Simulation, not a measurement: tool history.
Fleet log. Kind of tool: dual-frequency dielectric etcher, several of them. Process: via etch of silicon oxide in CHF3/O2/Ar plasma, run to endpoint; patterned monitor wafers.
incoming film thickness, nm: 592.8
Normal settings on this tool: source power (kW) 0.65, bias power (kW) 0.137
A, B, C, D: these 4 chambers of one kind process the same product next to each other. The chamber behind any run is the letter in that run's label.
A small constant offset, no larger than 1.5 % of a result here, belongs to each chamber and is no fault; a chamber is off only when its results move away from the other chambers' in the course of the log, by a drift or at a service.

Run 1B, hour 9.7: usual settings. Result: endpoint time (s) 315.49.
Run 2C, hour 18.6: usual settings. Result: endpoint time (s) 324.58.
Run 3A, hour 23.6: usual settings. Result: endpoint time (s) 320.08.
Run 4D, hour 28.1: usual settings. Result: endpoint time (s) 319.22.
Run 5C, hour 33.7: usual settings. Result: endpoint time (s) 322.64.
Run 6A, hour 43.4: usual settings. Result: endpoint time (s) 316.97.
Run 7D, hour 51.9: usual settings. Result: endpoint time (s) 319.73.
At hour 55.1: chamber C: wet clean of the chamber.
Run 8B, hour 60.1: usual settings. Result: endpoint time (s) 318.7.
Run 9A, hour 68.2: usual settings but bias power (kW) 0.107. Result: endpoint time (s) 342.04.
Run 10C, hour 73.5: usual settings but bias power (kW) 0.107. Result: endpoint time (s) 347.75.
Run 11D, hour 78.2: usual settings but bias power (kW) 0.107. Result: endpoint time (s) 342.56.
Run 12B, hour 84.6: usual settings but bias power (kW) 0.107. Result: endpoint time (s) 339.72.
Run 13B, hour 93.3: usual settings. Result: endpoint time (s) 312.82.
Run 14A, hour 99.9: usual settings. Result: endpoint time (s) 323.5.
Run 15C, hour 104.6: usual settings. Result: endpoint time (s) 325.93.
Run 16D, hour 112.2: usual settings. Result: endpoint time (s) 319.44.
Run 17A, hour 117.9: usual settings. Result: endpoint time (s) 324.77.
Run 18C, hour 127.9: usual settings but source power (kW) 0.76, bias power (kW) 0.117. Result: endpoint time (s) 315.77.
Run 19D, hour 138.1: usual settings but source power (kW) 0.76, bias power (kW) 0.117. Result: endpoint time (s) 318.45.
Run 20B, hour 142.8: usual settings but source power (kW) 0.76, bias power (kW) 0.117. Result: endpoint time (s) 312.14.
Run 21A, hour 148.4: usual settings but source power (kW) 0.76, bias power (kW) 0.117. Result: endpoint time (s) 326.58.
Run 22B, hour 154.6: usual settings. Result: endpoint time (s) 315.55.
Run 23C, hour 161.2: usual settings but source power (kW) 0.49, bias power (kW) 0.121. Result: endpoint time (s) 372.36.
Run 24D, hour 170.5: usual settings but source power (kW) 0.49, bias power (kW) 0.121. Result: endpoint time (s) 364.08.

Is one chamber out of step, is the gauge drifting, or do the chambers differ by no more than their own small offsets? For an off chamber, give its letter and the likeliest cause.

Little by little, chamber A moves away from the other chambers.
Most likely cause: etch rate under this chamber's usual, % = 4.98.

Which of the 4 candidates below, each the usual settings with something changed and its results left as question marks, puts chamber A back in line with what the other chambers give on the usual settings?
In line here means within this much of the mean the other chambers give on the usual settings: endpoint time (s) 7.3
Run 25A-1, hour 177.9: usual settings but bias power (kW) 0.158. Result: endpoint time (s) ?.
Run 25A-2, hour 177.9: usual settings but source power (kW) 0.55, bias power (kW) 0.119. Result: endpoint time (s) ?.
Run 25A-3, hour 177.9: usual settings but source power (kW) 0.75, bias power (kW) 0.155. Result: endpoint time (s) ?.
Run 25A-4, hour 177.9: usual settings but source power (kW) 0.6, bias power (kW) 0.128. Result: endpoint time (s) ?.

The mean the other chambers reach with the usual settings: endpoint time (s) 318.89
  run  endpoint time (s)
25A-1             319.66
25A-2             372.75
25A-3             304.47
25A-4              352.4
25A-1 puts the chamber back in line with the other chambers.
